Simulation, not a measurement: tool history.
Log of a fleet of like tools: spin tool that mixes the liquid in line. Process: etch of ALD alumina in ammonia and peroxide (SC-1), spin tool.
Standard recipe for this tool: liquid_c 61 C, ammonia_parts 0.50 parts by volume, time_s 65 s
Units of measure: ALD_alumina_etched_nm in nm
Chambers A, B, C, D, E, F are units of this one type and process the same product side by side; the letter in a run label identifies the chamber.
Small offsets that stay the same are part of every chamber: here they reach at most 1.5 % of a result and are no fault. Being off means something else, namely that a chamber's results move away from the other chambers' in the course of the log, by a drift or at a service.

run,hour,liquid_c,ammonia_parts,time_s,hours since the thermometer was replaced,hours since the ammonia flow meter was replaced,hours since the heated supply line was repaired,hours since the drum of ammonia solution was connected,"read-back film thickness of the ALD alumina reference wafer, read on the same gauge (nm)",ALD_alumina_etched_nm
# hour 4.7: chamber D: ammonia flow meter replaced
1A,12.3,61,0.50,65,841.5,675.8,1549.1,467.0,40.008,7.6062
2C,20.2,61,0.50,65,585.4,153.6,1106.0,339.3,39.996,7.5850
# hour 27.2: chamber C: thermometer replaced
3E,33.7,61,0.50,65,1311.4,93.5,556.7,699.2,39.992,7.4614
4F,44.1,61,0.50,65,911.0,2082.5,1683.0,899.6,39.999,7.5749
5B,50.3,61,0.50,65,2961.5,82.3,95.8,159.0,39.998,7.5682
6D,63.4,61,0.50,65,938.0,58.7,709.8,560.8,40.000,7.4415
7C,71.3,61,0.25,65,44.1,204.7,1157.1,390.4,39.993,7.0723
8E,83.3,61,0.25,65,1361.0,143.1,606.3,748.8,40.006,7.0054
9D,96.7,61,0.25,65,971.3,92.0,743.1,594.1,39.982,6.9823
10F,109.8,61,0.25,65,976.7,2148.2,1748.7,965.3,40.006,7.0471
# hour 111.9: chamber E: new drum of ammonia solution connected
11A,120.1,61,0.25,65,949.3,783.6,1656.9,574.8,39.993,7.0895
12B,126.2,61,0.25,65,3037.4,158.2,171.7,234.9,39.979,7.1012
13C,135.2,61,0.50,65,108.0,268.6,1221.0,454.3,40.023,7.6101
14B,144.5,61,0.50,65,3055.7,176.5,190.0,253.2,39.987,7.6283
# hour 156.5: chamber B: thermometer replaced
15D,156.9,61,0.50,35,1031.5,152.2,803.3,654.3,40.021,4.0182
# hour 164.7: chamber C: new drum of ammonia solution connected
16E,167.1,61,0.50,35,1444.8,226.9,690.1,55.3,39.995,4.0102
17A,175.3,61,0.50,35,1004.5,838.8,1712.1,630.0,39.988,4.1068
18F,181.2,61,0.50,35,1048.1,2219.6,1820.1,1036.7,39.988,4.0872
# hour 186.7: chamber A: new drum of ammonia solution connected
# hour 189.3: chamber F: new drum of ammonia solution connected
19F,192.7,61,0.50,35,1059.6,2231.1,1831.6,3.5,39.991,4.0753
20D,204.0,61,0.50,35,1078.6,199.3,850.4,701.4,40.010,4.0178
21E,213.0,61,0.50,65,1490.7,272.8,736.0,101.2,40.007,7.3698
22A,221.3,61,0.60,65,1050.5,884.8,1758.1,34.6,39.984,7.7675
23C,233.7,61,0.60,65,206.5,367.1,1319.5,69.0,39.990,7.6687
# hour 235.8: chamber C: heated supply line repaired
24B,241.3,61,0.60,65,84.8,273.3,286.8,350.0,39.984,7.6974
# hour 249.7: chamber D: thermometer replaced
25E,251.9,61,0.60,65,1529.6,311.7,774.9,140.1,40.018,7.5194
26D,262.2,61,0.60,65,12.5,257.5,908.6,759.6,40.002,7.6125
27C,270.3,61,0.60,65,243.1,403.7,34.6,105.6,39.978,7.7459
28B,282.9,61,0.50,65,126.4,314.9,328.4,391.6,40.019,7.5709
29A,292.6,61,0.50,65,1121.8,956.1,1829.4,105.9,40.013,7.6226
30F,304.9,61,0.50,65,1171.8,2343.3,1943.8,115.7,40.012,7.5350
31C,313.1,61,0.50,65,285.9,446.5,77.4,148.4,40.009,7.5644
32E,322.1,61,0.50,65,1599.8,381.9,845.1,210.3,40.000,7.2400
33D,328.4,61,0.50,65,78.7,323.7,974.8,825.8,39.990,7.4360
# hour 336.8: chamber F: ammonia flow meter replaced
34B,337.3,70,0.50,65,180.8,369.3,382.8,446.0,40.006,12.0160
35A,346.9,70,0.50,65,1176.1,1010.4,1883.7,160.2,39.987,11.7660
36F,357.6,70,0.50,65,1224.5,20.9,1996.5,168.4,39.997,11.8440
37F,368.1,70,0.50,65,1235.0,31.4,2007.0,178.9,39.983,11.8060
38C,380.9,70,0.50,65,353.7,514.3,145.2,216.2,39.999,11.8040
# hour 385.8: chamber A: thermometer replaced
39A,390.1,70,0.50,65,4.3,1053.6,1926.9,203.4,39.990,11.7730
40B,401.0,61,0.50,65,244.5,433.0,446.5,509.7,40.004,7.6464

Does one chamber stand apart from the rest, does the shared gauge drift, or is all well apart from small per-chamber offsets? Give the chamber and the most likely cause, where there is one.

Little by little, chamber E moves away from the other chambers.
Most likely cause: liquid colder than its thermometer reads (K) = 0.842.
It could be hard to tell apart here from: temperature lost on the way to the wafer (K).

Below are 4 candidate recipes for chamber E's next run, each the usual settings with a change, their results shown as question marks. Which of them brings E's results back in line with what the other chambers give on the usual settings?
In-line tolerance around the mean of the other chambers on the usual settings: ALD_alumina_etched_nm 0.0990 nm
41E-1,410.8,61,0.30,65,,,,,,?
41E-2,410.8,61,0.60,65,,,,,,?
41E-3,410.8,61,0.45,65,,,,,,?
41E-4,410.8,61,0.80,65,,,,,,?

The mean the other chambers reach with the usual settings: ALD_alumina_etched_nm 7.5606 nm
run,ALD_alumina_etched_nm
41E-1,6.8759
41E-2,7.3432
41E-3,7.1457
41E-4,7.5457
The right change is 41E-4: it brings the chamber back within the allowed miss of the others.
